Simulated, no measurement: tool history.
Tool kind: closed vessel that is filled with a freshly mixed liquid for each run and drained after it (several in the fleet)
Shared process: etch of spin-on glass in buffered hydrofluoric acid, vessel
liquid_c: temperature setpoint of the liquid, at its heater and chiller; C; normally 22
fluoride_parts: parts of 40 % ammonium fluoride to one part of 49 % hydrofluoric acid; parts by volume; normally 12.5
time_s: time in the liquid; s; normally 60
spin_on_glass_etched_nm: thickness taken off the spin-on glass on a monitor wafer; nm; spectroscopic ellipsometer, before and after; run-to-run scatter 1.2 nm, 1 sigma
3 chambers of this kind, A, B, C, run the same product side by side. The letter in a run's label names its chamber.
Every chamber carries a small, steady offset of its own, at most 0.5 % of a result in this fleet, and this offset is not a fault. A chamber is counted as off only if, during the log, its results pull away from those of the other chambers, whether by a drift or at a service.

| run | hour | liquid_c | fluoride_parts | time_s | hours since the thermometer was replaced | hours since the hydrofluoric acid flow meter was replaced | read-back film thickness of the spin-on glass reference wafer, read on the same gauge (nm) | spin_on_glass_etched_nm |
|---|---|---|---|---|---|---|---|---|
| 1B | 4.8 | 22 | 12.5 | 60 | 1498.4 | 446.6 | 79.978 | 140.44 |
| 2C | 7.9 | 22 | 12.5 | 60 | 2448.4 | 1321.8 | 80.039 | 140.58 |
| 3A | 11 | 22 | 12.5 | 60 | 581 | 419.4 | 79.974 | 139.22 |
| 4B | 15.2 | 22 | 12.5 | 60 | 1508.8 | 457 | 79.963 | 140.99 |
| 5C | 19.6 | 22 | 12.5 | 60 | 2460.1 | 1333.5 | 80.023 | 141.81 |
| 6A | 25.5 | 22 | 12.5 | 60 | 595.5 | 433.9 | 80.005 | 141.17 |
| 7A | 28.9 | 22 | 12.5 | 60 | 598.9 | 437.3 | 79.978 | 139.84 |
| 8C | 34.3 | 22 | 12.5 | 60 | 2474.8 | 1348.2 | 79.959 | 140.23 |
| 9B | 40.1 | 22 | 14 | 35 | 1533.7 | 481.9 | 80.003 | 73.396 |
| 10B | 46.2 | 22 | 14 | 35 | 1539.8 | 488 | 79.993 | 74.241 |
| 11C | 50.6 | 22 | 14 | 35 | 2491.1 | 1364.5 | 79.971 | 73.878 |
| 12A | 56.6 | 22 | 12.5 | 60 | 626.6 | 465 | 79.99 | 140.99 |
| 13A | 60.9 | 22 | 12.5 | 60 | 630.9 | 469.3 | 80.045 | 138.92 |
| 14B | 64.5 | 22 | 12.5 | 60 | 1558.1 | 506.3 | 79.944 | 138.71 |
| 15C | 68.1 | 22 | 8.5 | 60 | 2508.6 | 1382 | 80.015 | 199.62 |
| 16C | 74.2 | 22 | 8.5 | 60 | 2514.7 | 1388.1 | 79.979 | 198.81 |
| 17A | 77.2 | 22 | 8.5 | 60 | 647.2 | 485.6 | 79.996 | 194.28 |
| 18B | 81.1 | 22 | 12.5 | 60 | 1574.7 | 522.9 | 79.978 | 139.29 |
| 19A | 86.7 | 22 | 12.5 | 60 | 656.7 | 495.1 | 80.024 | 137.78 |
| 20B | 90.3 | 22 | 12.5 | 60 | 1583.9 | 532.1 | 79.979 | 139.49 |
| 21C | 93.1 | 22 | 12.5 | 60 | 2533.6 | 1407 | 80.027 | 142.26 |
| 22B | 97.4 | 22 | 12.5 | 60 | 1591 | 539.2 | 79.968 | 140.69 |
| 23C | 100.1 | 22 | 12.5 | 60 | 2540.6 | 1414 | 80.031 | 142.24 |
| 24A | 103.3 | 22 | 12.5 | 60 | 673.3 | 511.7 | 80.063 | 137.89 |
| 25A | 109.1 | 22 | 12.5 | 60 | 679.1 | 517.5 | 80.072 | 140.38 |
| 26C | 113.6 | 22 | 12.5 | 60 | 2554.1 | 1427.5 | 79.981 | 142.32 |
| 27B | 119.7 | 22 | 12.5 | 60 | 1613.3 | 561.5 | 80.028 | 140.4 |
| 28B | 122.5 | 22 | 12.5 | 60 | 1616.1 | 564.3 | 79.94 | 140.65 |
| 29A | 128.3 | 22 | 12.5 | 60 | 698.3 | 536.7 | 80.029 | 139.9 |
| 30C | 131.5 | 22 | 12.5 | 60 | 2572 | 1445.4 | 80.015 | 141.59 |
| 31C | 134.9 | 22 | 12.5 | 60 | 2575.4 | 1448.8 | 79.956 | 141.39 |
| 32B | 139.2 | 22 | 12.5 | 60 | 1632.8 | 581 | 79.979 | 142.47 |
| 33A | 142.1 | 22 | 12.5 | 60 | 712.1 | 550.5 | 80.038 | 140.63 |
| 34B | 145.8 | 22 | 12.5 | 60 | 1639.4 | 587.6 | 79.968 | 140.65 |
| 35C | 149.3 | 22 | 12.5 | 60 | 2589.8 | 1463.2 | 79.981 | 141.07 |
| 36A | 152.2 | 22 | 12.5 | 60 | 722.2 | 560.6 | 80.017 | 137.8 |
| 37C | 157.2 | 22 | 12.5 | 60 | 2597.7 | 1471.1 | 79.957 | 138.75 |
| 38A | 162.1 | 22 | 12.5 | 60 | 732.1 | 570.5 | 80.008 | 140.1 |
| 39B | 167.9 | 22 | 12.5 | 60 | 1661.5 | 609.7 | 79.955 | 140.59 |
| 40B | 170.8 | 20.5 | 12.5 | 60 | 1664.4 | 612.6 | 79.963 | 128.27 |
| 41C | 175.5 | 20.5 | 12.5 | 60 | 2616 | 1489.4 | 80.023 | 129.45 |
| 42A | 181.1 | 20.5 | 12.5 | 60 | 751.1 | 589.5 | 79.986 | 128.15 |
| 43A | 187.3 | 22 | 12.5 | 60 | 757.3 | 595.7 | 79.981 | 139.43 |
| 44C | 192.6 | 22 | 12.5 | 60 | 2633.1 | 1506.5 | 80.003 | 142.16 |

Which is it: a chamber that has drifted or been left off by a service, a gauge drift common to all chambers, or only each chamber's usual small offset? If a chamber is off, name it and its likeliest cause.

Neither any chamber nor the gauge drifts; the chambers differ only by their own small, steady offsets.
